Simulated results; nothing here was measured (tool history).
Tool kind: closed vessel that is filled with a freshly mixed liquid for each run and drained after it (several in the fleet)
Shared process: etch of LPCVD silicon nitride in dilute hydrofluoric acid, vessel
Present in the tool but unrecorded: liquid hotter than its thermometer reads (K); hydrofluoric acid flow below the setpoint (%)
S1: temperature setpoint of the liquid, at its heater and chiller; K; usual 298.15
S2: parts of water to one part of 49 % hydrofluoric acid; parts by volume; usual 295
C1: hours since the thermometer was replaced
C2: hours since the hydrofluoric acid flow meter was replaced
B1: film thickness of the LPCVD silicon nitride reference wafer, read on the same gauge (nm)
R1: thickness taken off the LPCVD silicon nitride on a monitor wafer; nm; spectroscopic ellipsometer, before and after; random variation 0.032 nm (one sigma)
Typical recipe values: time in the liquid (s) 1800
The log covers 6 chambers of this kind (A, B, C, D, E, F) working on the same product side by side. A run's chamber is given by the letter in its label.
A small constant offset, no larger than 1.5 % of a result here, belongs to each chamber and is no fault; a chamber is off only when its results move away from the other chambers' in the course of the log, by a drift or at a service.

run 1A hour=11.8 | S1=298.15 S2=295 time_in_the_liquid_(s)=1800 | C1=84.6 C2=152.3 | B1=150.01 | R1=3.2430
run 2B hour=19.0 | S1=298.15 S2=295 time_in_the_liquid_(s)=1800 | C1=195.2 C2=477.9 | B1=150.01 | R1=3.2278
run 3D hour=26.5 | S1=298.15 S2=295 time_in_the_liquid_(s)=1800 | C1=1692.1 C2=405.3 | B1=150.00 | R1=3.1826
run 4E hour=33.3 | S1=298.15 S2=295 time_in_the_liquid_(s)=1800 | C1=475.6 C2=115.0 | B1=150.04 | R1=3.2078
run 5C hour=46.4 | S1=298.15 S2=295 time_in_the_liquid_(s)=1800 | C1=91.2 C2=678.0 | B1=150.01 | R1=3.2345
run 6F hour=58.7 | S1=298.15 S2=295 time_in_the_liquid_(s)=1800 | C1=1529.6 C2=716.1 | B1=150.00 | R1=3.1747
run 7E hour=69.7 | S1=298.15 S2=295 time_in_the_liquid_(s)=1040 | C1=512.0 C2=151.4 | B1=150.01 | R1=1.8602
run 8B hour=77.7 | S1=298.15 S2=295 time_in_the_liquid_(s)=1040 | C1=253.9 C2=536.6 | B1=150.02 | R1=1.8836
run 9C hour=88.7 | S1=298.15 S2=295 time_in_the_liquid_(s)=1040 | C1=133.5 C2=720.3 | B1=149.99 | R1=1.8903
run 10F hour=95.6 | S1=298.15 S2=295 time_in_the_liquid_(s)=1040 | C1=1566.5 C2=753.0 | B1=149.99 | R1=1.8545
run 11D hour=109.8 | S1=298.15 S2=295 time_in_the_liquid_(s)=1040 | C1=1775.4 C2=488.6 | B1=149.99 | R1=1.8405
run 12A hour=117.1 | S1=298.15 S2=295 time_in_the_liquid_(s)=1040 | C1=189.9 C2=257.6 | B1=149.96 | R1=1.8649
run 13F hour=125.0 | S1=298.15 S2=295 time_in_the_liquid_(s)=1800 | C1=1595.9 C2=782.4 | B1=149.99 | R1=3.2240
run 14C hour=137.8 | S1=298.15 S2=295 time_in_the_liquid_(s)=1800 | C1=182.6 C2=769.4 | B1=150.00 | R1=3.2088
run 15D hour=151.7 | S1=298.15 S2=295 time_in_the_liquid_(s)=1800 | C1=1817.3 C2=530.5 | B1=149.98 | R1=3.1982
run 16B hour=159.0 | S1=298.15 S2=295 time_in_the_liquid_(s)=1800 | C1=335.2 C2=617.9 | B1=150.01 | R1=3.2629
run 17A hour=172.9 | S1=298.15 S2=295 time_in_the_liquid_(s)=1800 | C1=245.7 C2=313.4 | B1=150.01 | R1=3.2880
run 18E hour=181.1 | S1=298.15 S2=295 time_in_the_liquid_(s)=1800 | C1=623.4 C2=262.8 | B1=150.01 | R1=3.2259
run 19A hour=194.0 | S1=298.15 S2=350 time_in_the_liquid_(s)=1800 | C1=266.8 C2=334.5 | B1=150.01 | R1=2.7582
run 20D hour=208.4 | S1=298.15 S2=350 time_in_the_liquid_(s)=1800 | C1=1874.0 C2=587.2 | B1=149.97 | R1=2.6849
run 21E hour=218.1 | S1=298.15 S2=350 time_in_the_liquid_(s)=1800 | C1=660.4 C2=299.8 | B1=150.00 | R1=2.7586
run 22F hour=231.6 | S1=298.15 S2=350 time_in_the_liquid_(s)=1800 | C1=1702.5 C2=889.0 | B1=150.04 | R1=2.7613
run 23C hour=244.2 | S1=298.15 S2=350 time_in_the_liquid_(s)=1800 | C1=289.0 C2=875.8 | B1=150.00 | R1=2.7114
run 24B hour=252.3 | S1=298.15 S2=350 time_in_the_liquid_(s)=1800 | C1=428.5 C2=711.2 | B1=150.01 | R1=2.7066
run 25B hour=264.1 | S1=300.65 S2=435 time_in_the_liquid_(s)=1800 | C1=440.3 C2=723.0 | B1=150.02 | R1=2.5695
run 26C hour=273.3 | S1=300.65 S2=435 time_in_the_liquid_(s)=1800 | C1=318.1 C2=904.9 | B1=149.97 | R1=2.5163
run 27F hour=285.2 | S1=300.65 S2=435 time_in_the_liquid_(s)=1800 | C1=1756.1 C2=942.6 | B1=150.01 | R1=2.5610
-- hour=293.4 chamber C: hydrofluoric acid flow meter replaced
run 28A hour=294.1 | S1=300.65 S2=435 time_in_the_liquid_(s)=1800 | C1=366.9 C2=434.6 | B1=149.99 | R1=2.5690
run 29E hour=303.6 | S1=300.65 S2=435 time_in_the_liquid_(s)=1800 | C1=745.9 C2=385.3 | B1=149.99 | R1=2.5088
run 30D hour=314.5 | S1=300.65 S2=435 time_in_the_liquid_(s)=1800 | C1=1980.1 C2=693.3 | B1=150.01 | R1=2.5076
run 31A hour=323.1 | S1=298.15 S2=295 time_in_the_liquid_(s)=1800 | C1=395.9 C2=463.6 | B1=150.00 | R1=3.2388
run 32F hour=329.9 | S1=298.15 S2=295 time_in_the_liquid_(s)=1800 | C1=1800.8 C2=987.3 | B1=149.98 | R1=3.2123
run 33B hour=343.3 | S1=298.15 S2=295 time_in_the_liquid_(s)=1800 | C1=519.5 C2=802.2 | B1=149.98 | R1=3.1902
run 34E hour=356.9 | S1=298.15 S2=295 time_in_the_liquid_(s)=1800 | C1=799.2 C2=438.6 | B1=150.01 | R1=3.2326
run 35C hour=370.1 | S1=298.15 S2=295 time_in_the_liquid_(s)=1800 | C1=414.9 C2=76.8 | B1=150.00 | R1=3.2320
run 36D hour=383.7 | S1=298.15 S2=295 time_in_the_liquid_(s)=1020 | C1=2049.3 C2=762.5 | B1=150.01 | R1=1.8172

Next, all 6 chambers run the settings below, one line each with question marks for the results. What does each chamber give?
run 37A hour=394.4 | S1=298.15 S2=295 time_in_the_liquid_(s)=1800 | R1=?
run 37B hour=394.4 | S1=298.15 S2=295 time_in_the_liquid_(s)=1800 | R1=?
run 37C hour=394.4 | S1=298.15 S2=295 time_in_the_liquid_(s)=1800 | R1=?
run 37D hour=394.4 | S1=298.15 S2=295 time_in_the_liquid_(s)=1800 | R1=?
run 37E hour=394.4 | S1=298.15 S2=295 time_in_the_liquid_(s)=1800 | R1=?
run 37F hour=394.4 | S1=298.15 S2=295 time_in_the_liquid_(s)=1800 | R1=?

run=37A R1=3.2708
run=37B R1=3.2115
run=37C R1=3.2156
run=37D R1=3.2280
run=37E R1=3.2309
run=37F R1=3.2439
